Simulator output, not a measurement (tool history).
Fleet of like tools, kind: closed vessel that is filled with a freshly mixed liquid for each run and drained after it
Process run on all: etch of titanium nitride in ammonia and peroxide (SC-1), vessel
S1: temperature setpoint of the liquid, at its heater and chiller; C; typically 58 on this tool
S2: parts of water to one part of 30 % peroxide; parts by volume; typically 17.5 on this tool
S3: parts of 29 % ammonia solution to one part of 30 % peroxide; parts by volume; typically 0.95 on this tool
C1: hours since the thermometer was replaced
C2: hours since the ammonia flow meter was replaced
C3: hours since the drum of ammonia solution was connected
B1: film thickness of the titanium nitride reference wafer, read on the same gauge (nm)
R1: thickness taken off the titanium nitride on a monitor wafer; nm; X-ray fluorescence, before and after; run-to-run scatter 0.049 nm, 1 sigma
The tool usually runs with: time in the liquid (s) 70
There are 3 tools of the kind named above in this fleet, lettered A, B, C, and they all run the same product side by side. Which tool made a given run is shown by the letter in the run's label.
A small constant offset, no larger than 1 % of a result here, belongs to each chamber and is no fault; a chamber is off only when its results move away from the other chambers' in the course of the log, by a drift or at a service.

{"run": "1C", "hour": 9.5, "S1": 58, "S2": 17.5, "S3": 0.95, "time in the liquid (s)": 70, "C1": 1288.2, "C2": 187.9, "C3": 241.7, "B1": 59.957, "R1": 11.284}
{"run": "2B", "hour": 22.9, "S1": 58, "S2": 17.5, "S3": 0.95, "time in the liquid (s)": 70, "C1": 905.4, "C2": 698.1, "C3": 78.9, "B1": 59.956, "R1": 11.388}
{"run": "3A", "hour": 31.9, "S1": 58, "S2": 17.5, "S3": 0.95, "time in the liquid (s)": 70, "C1": 220.9, "C2": 1771.8, "C3": 211.6, "B1": 60.003, "R1": 11.28}
{"run": "4B", "hour": 46.7, "S1": 58, "S2": 17.5, "S3": 0.95, "time in the liquid (s)": 70, "C1": 929.2, "C2": 721.9, "C3": 102.7, "B1": 59.99, "R1": 11.285}
{"run": "5A", "hour": 60.6, "S1": 58, "S2": 17.5, "S3": 0.95, "time in the liquid (s)": 70, "C1": 249.6, "C2": 1800.5, "C3": 240.3, "B1": 60.018, "R1": 11.353}
{"run": "6C", "hour": 68.9, "S1": 58, "S2": 17.5, "S3": 0.95, "time in the liquid (s)": 70, "C1": 1347.6, "C2": 247.3, "C3": 301.1, "B1": 59.977, "R1": 11.402}
{"run": "7A", "hour": 83.2, "S1": 61, "S2": 17.5, "S3": 0.55, "time in the liquid (s)": 70, "C1": 272.2, "C2": 1823.1, "C3": 262.9, "B1": 59.976, "R1": 12.371}
{"hour": 83.3, "done": "chamber C: new drum of ammonia solution connected"}
{"run": "8B", "hour": 93.5, "S1": 61, "S2": 17.5, "S3": 0.55, "time in the liquid (s)": 70, "C1": 976, "C2": 768.7, "C3": 149.5, "B1": 60.008, "R1": 12.604}
{"run": "9C", "hour": 102.9, "S1": 61, "S2": 17.5, "S3": 0.55, "time in the liquid (s)": 70, "C1": 1381.6, "C2": 281.3, "C3": 19.6, "B1": 59.986, "R1": 12.526}
{"run": "10A", "hour": 111.3, "S1": 58, "S2": 17.5, "S3": 0.95, "time in the liquid (s)": 70, "C1": 300.3, "C2": 1851.2, "C3": 291, "B1": 59.979, "R1": 11.306}
{"run": "11B", "hour": 120.8, "S1": 58, "S2": 17.5, "S3": 0.95, "time in the liquid (s)": 70, "C1": 1003.3, "C2": 796, "C3": 176.8, "B1": 59.989, "R1": 11.36}
{"run": "12C", "hour": 128.8, "S1": 58, "S2": 17.5, "S3": 0.95, "time in the liquid (s)": 70, "C1": 1407.5, "C2": 307.2, "C3": 45.5, "B1": 59.992, "R1": 11.362}
{"run": "13C", "hour": 141.5, "S1": 58, "S2": 17.5, "S3": 0.95, "time in the liquid (s)": 70, "C1": 1420.2, "C2": 319.9, "C3": 58.2, "B1": 59.999, "R1": 11.422}
{"run": "14A", "hour": 153.5, "S1": 58, "S2": 25, "S3": 0.95, "time in the liquid (s)": 95, "C1": 342.5, "C2": 1893.4, "C3": 333.2, "B1": 60.003, "R1": 12.581}
{"run": "15B", "hour": 163.6, "S1": 58, "S2": 25, "S3": 0.95, "time in the liquid (s)": 95, "C1": 1046.1, "C2": 838.8, "C3": 219.6, "B1": 60.017, "R1": 12.854}
{"run": "16C", "hour": 174.3, "S1": 58, "S2": 25, "S3": 0.95, "time in the liquid (s)": 95, "C1": 1453, "C2": 352.7, "C3": 91, "B1": 59.976, "R1": 12.593}
{"run": "17B", "hour": 183.7, "S1": 58, "S2": 17.5, "S3": 0.95, "time in the liquid (s)": 70, "C1": 1066.2, "C2": 858.9, "C3": 239.7, "B1": 60, "R1": 11.458}
{"run": "18A", "hour": 192.5, "S1": 58, "S2": 17.5, "S3": 0.95, "time in the liquid (s)": 70, "C1": 381.5, "C2": 1932.4, "C3": 372.2, "B1": 60.042, "R1": 11.3}
{"run": "19C", "hour": 201.8, "S1": 58, "S2": 17.5, "S3": 0.95, "time in the liquid (s)": 70, "C1": 1480.5, "C2": 380.2, "C3": 118.5, "B1": 59.998, "R1": 11.362}
{"run": "20B", "hour": 214.7, "S1": 58, "S2": 17.5, "S3": 0.95, "time in the liquid (s)": 70, "C1": 1097.2, "C2": 889.9, "C3": 270.7, "B1": 60.003, "R1": 11.532}
{"run": "21A", "hour": 229.5, "S1": 58, "S2": 17.5, "S3": 0.95, "time in the liquid (s)": 70, "C1": 418.5, "C2": 1969.4, "C3": 409.2, "B1": 59.974, "R1": 11.241}
{"run": "22C", "hour": 237.0, "S1": 58, "S2": 17.5, "S3": 0.95, "time in the liquid (s)": 70, "C1": 1515.7, "C2": 415.4, "C3": 153.7, "B1": 60.03, "R1": 11.299}
{"run": "23A", "hour": 250.4, "S1": 58, "S2": 17.5, "S3": 1.2, "time in the liquid (s)": 110, "C1": 439.4, "C2": 1990.3, "C3": 430.1, "B1": 60.031, "R1": 18.396}
{"run": "24B", "hour": 258.6, "S1": 58, "S2": 17.5, "S3": 1.2, "time in the liquid (s)": 110, "C1": 1141.1, "C2": 933.8, "C3": 314.6, "B1": 59.992, "R1": 18.793}
{"run": "25B", "hour": 272.2, "S1": 58, "S2": 17.5, "S3": 1.2, "time in the liquid (s)": 110, "C1": 1154.7, "C2": 947.4, "C3": 328.2, "B1": 60.013, "R1": 18.939}
{"run": "26C", "hour": 284.9, "S1": 58, "S2": 17.5, "S3": 0.95, "time in the liquid (s)": 70, "C1": 1563.6, "C2": 463.3, "C3": 201.6, "B1": 60.002, "R1": 11.286}
{"hour": 285.1, "done": "chamber A: ammonia flow meter replaced"}
{"run": "27A", "hour": 293.0, "S1": 58, "S2": 17.5, "S3": 0.95, "time in the liquid (s)": 70, "C1": 482, "C2": 8, "C3": 472.7, "B1": 59.99, "R1": 11.312}
{"run": "28C", "hour": 302.4, "S1": 58, "S2": 17.5, "S3": 0.95, "time in the liquid (s)": 70, "C1": 1581.1, "C2": 480.8, "C3": 219.1, "B1": 59.978, "R1": 11.297}
{"hour": 315.4, "done": "chamber B: ammonia flow meter replaced"}
{"run": "29B", "hour": 315.8, "S1": 58, "S2": 17.5, "S3": 0.95, "time in the liquid (s)": 70, "C1": 1198.3, "C2": 0.4, "C3": 371.8, "B1": 59.984, "R1": 11.641}
{"run": "30A", "hour": 324.4, "S1": 58, "S2": 17.5, "S3": 0.95, "time in the liquid (s)": 70, "C1": 513.4, "C2": 39.4, "C3": 504.1, "B1": 59.996, "R1": 11.215}
{"hour": 324.6, "done": "chamber B: new drum of ammonia solution connected"}
{"run": "31B", "hour": 339.2, "S1": 58, "S2": 17.5, "S3": 0.95, "time in the liquid (s)": 70, "C1": 1221.7, "C2": 23.8, "C3": 14.7, "B1": 60.008, "R1": 11.754}
{"run": "32C", "hour": 349.5, "S1": 58, "S2": 17.5, "S3": 0.8, "time in the liquid (s)": 70, "C1": 1628.2, "C2": 527.9, "C3": 266.2, "B1": 60.01, "R1": 10.951}
{"run": "33A", "hour": 359.2, "S1": 58, "S2": 17.5, "S3": 0.8, "time in the liquid (s)": 70, "C1": 548.2, "C2": 74.2, "C3": 538.9, "B1": 59.989, "R1": 10.953}
{"run": "34A", "hour": 373.4, "S1": 58, "S2": 17.5, "S3": 0.8, "time in the liquid (s)": 70, "C1": 562.4, "C2": 88.4, "C3": 553.1, "B1": 59.983, "R1": 10.923}
{"run": "35C", "hour": 380.3, "S1": 58, "S2": 17.5, "S3": 0.95, "time in the liquid (s)": 70, "C1": 1659, "C2": 558.7, "C3": 297, "B1": 59.98, "R1": 11.36}
{"run": "36B", "hour": 393.8, "S1": 58, "S2": 17.5, "S3": 0.95, "time in the liquid (s)": 70, "C1": 1276.3, "C2": 78.4, "C3": 69.3, "B1": 59.978, "R1": 11.871}
{"run": "37B", "hour": 408.3, "S1": 58, "S2": 17.5, "S3": 0.95, "time in the liquid (s)": 70, "C1": 1290.8, "C2": 92.9, "C3": 83.8, "B1": 60.001, "R1": 11.813}
{"run": "38C", "hour": 418.7, "S1": 58, "S2": 17.5, "S3": 0.95, "time in the liquid (s)": 70, "C1": 1697.4, "C2": 597.1, "C3": 335.4, "B1": 60.039, "R1": 11.252}
{"run": "39A", "hour": 432.6, "S1": 58, "S2": 17.5, "S3": 0.95, "time in the liquid (s)": 70, "C1": 621.6, "C2": 147.6, "C3": 612.3, "B1": 59.998, "R1": 11.235}

Next, all 3 chambers run the settings below, one line each with question marks for the results. What does each chamber give?
{"run": "40A", "hour": 443.2, "S1": 58, "S2": 17.5, "S3": 0.95, "time in the liquid (s)": 70, "R1": "?"}
{"run": "40B", "hour": 443.2, "S1": 58, "S2": 17.5, "S3": 0.95, "time in the liquid (s)": 70, "R1": "?"}
{"run": "40C", "hour": 443.2, "S1": 58, "S2": 17.5, "S3": 0.95, "time in the liquid (s)": 70, "R1": "?"}

run=40A R1=11.261
run=40B R1=11.929
run=40C R1=11.344
